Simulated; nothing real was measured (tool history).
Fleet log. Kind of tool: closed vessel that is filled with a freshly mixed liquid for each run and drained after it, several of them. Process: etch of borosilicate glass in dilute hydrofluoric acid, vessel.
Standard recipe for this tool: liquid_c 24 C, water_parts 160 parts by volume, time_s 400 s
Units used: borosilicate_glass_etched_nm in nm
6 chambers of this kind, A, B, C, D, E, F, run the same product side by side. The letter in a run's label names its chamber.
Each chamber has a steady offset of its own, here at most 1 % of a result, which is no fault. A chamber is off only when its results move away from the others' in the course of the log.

run	hour	liquid_c	water_parts	time_s	read-back film thickness of the borosilicate glass reference wafer, read on the same gauge (nm)	borosilicate_glass_etched_nm
1F	2	24	160	400	49.993	49.238
2B	5.4	24	160	400	49.998	47.481
3A	9.1	24	160	400	50.001	48.188
4E	11	24	160	400	50.008	47.932
5D	13.3	24	160	400	50.03	48.002
6C	15.5	24	160	400	50.006	48.727
7B	19.7	24	160	400	50.016	48.952
8D	23.4	24	160	400	49.998	49.003
9E	25.7	24	160	400	49.999	47.957
10C	29.5	24	160	400	49.992	47.866
11F	32.4	19	205	400	49.997	30.152
12A	36	19	205	400	49.997	29.42
13F	39.2	19	205	400	49.998	30.279
14D	41.8	19	205	400	50.006	29.865
15A	45	19	205	400	49.985	29.713
16B	47.4	19	205	400	50.022	29.907
17C	50.5	24	160	400	50.008	48.371
18E	52.7	24	160	400	50.002	47.988
19D	55.1	24	160	400	49.989	48.365
20E	59.3	26	85	400	50.009	107.8
21F	61.7	26	85	400	50.01	106.48
22C	64.2	26	85	400	49.994	107.95
23A	68.5	26	85	400	50.01	107.93
24B	71.7	26	85	400	50.004	103.73
25B	75.7	26	85	400	50.002	104.4
26E	79.4	24	160	400	50.014	48.147
27C	82.9	20.5	160	605	50.006	64.524
28D	85.2	20.5	160	605	49.999	65.328
# hour 88.6: chamber C: hydrofluoric acid flow meter replaced
29F	89	20.5	160	605	49.995	64.793
30A	91.6	20.5	160	605	50	62.683
31A	94.2	20.5	160	605	50	63.657
32B	96	20.5	160	605	50.004	58.8
33D	99.6	24	160	400	49.995	48.326
34E	102.7	21	160	400	49.977	43.574
35C	104.9	21	160	400	50.018	43.223
36F	108.7	21	160	400	50.013	43.266

One chamber off, gauge drift, or nothing amiss beyond the chambers' own small offsets? If it is a chamber, which one, and what is the likeliest cause?

One chamber, B, drifts off from the rest bit by bit.
What lies behind it: hydrofluoric acid flow below the setpoint (%) = 8.06.
The log may not tell that from: liquid colder than its thermometer reads (K).

Chamber B could run next with any of the 4 candidate recipes listed below; each alters the usual settings, and their results appear as question marks. Which one brings its results back in line with what the other chambers deliver on the usual settings?
A result is in line if it is within this distance of the other chambers' mean on the usual settings: borosilicate_glass_etched_nm 1.4 nm
37B-1	111.8	21	160	400		?
37B-2	111.8	24	160	415		?
37B-3	111.8	24	160	440		?
37B-4	111.8	24	160	385		?

Usual-settings mean across the other chambers: borosilicate_glass_etched_nm 48.49 nm
run	borosilicate_glass_etched_nm
37B-1	38.947
37B-2	45.283
37B-3	48.011
37B-4	42.01
37B-3 is the one that brings the chamber's results back in line with the other chambers.
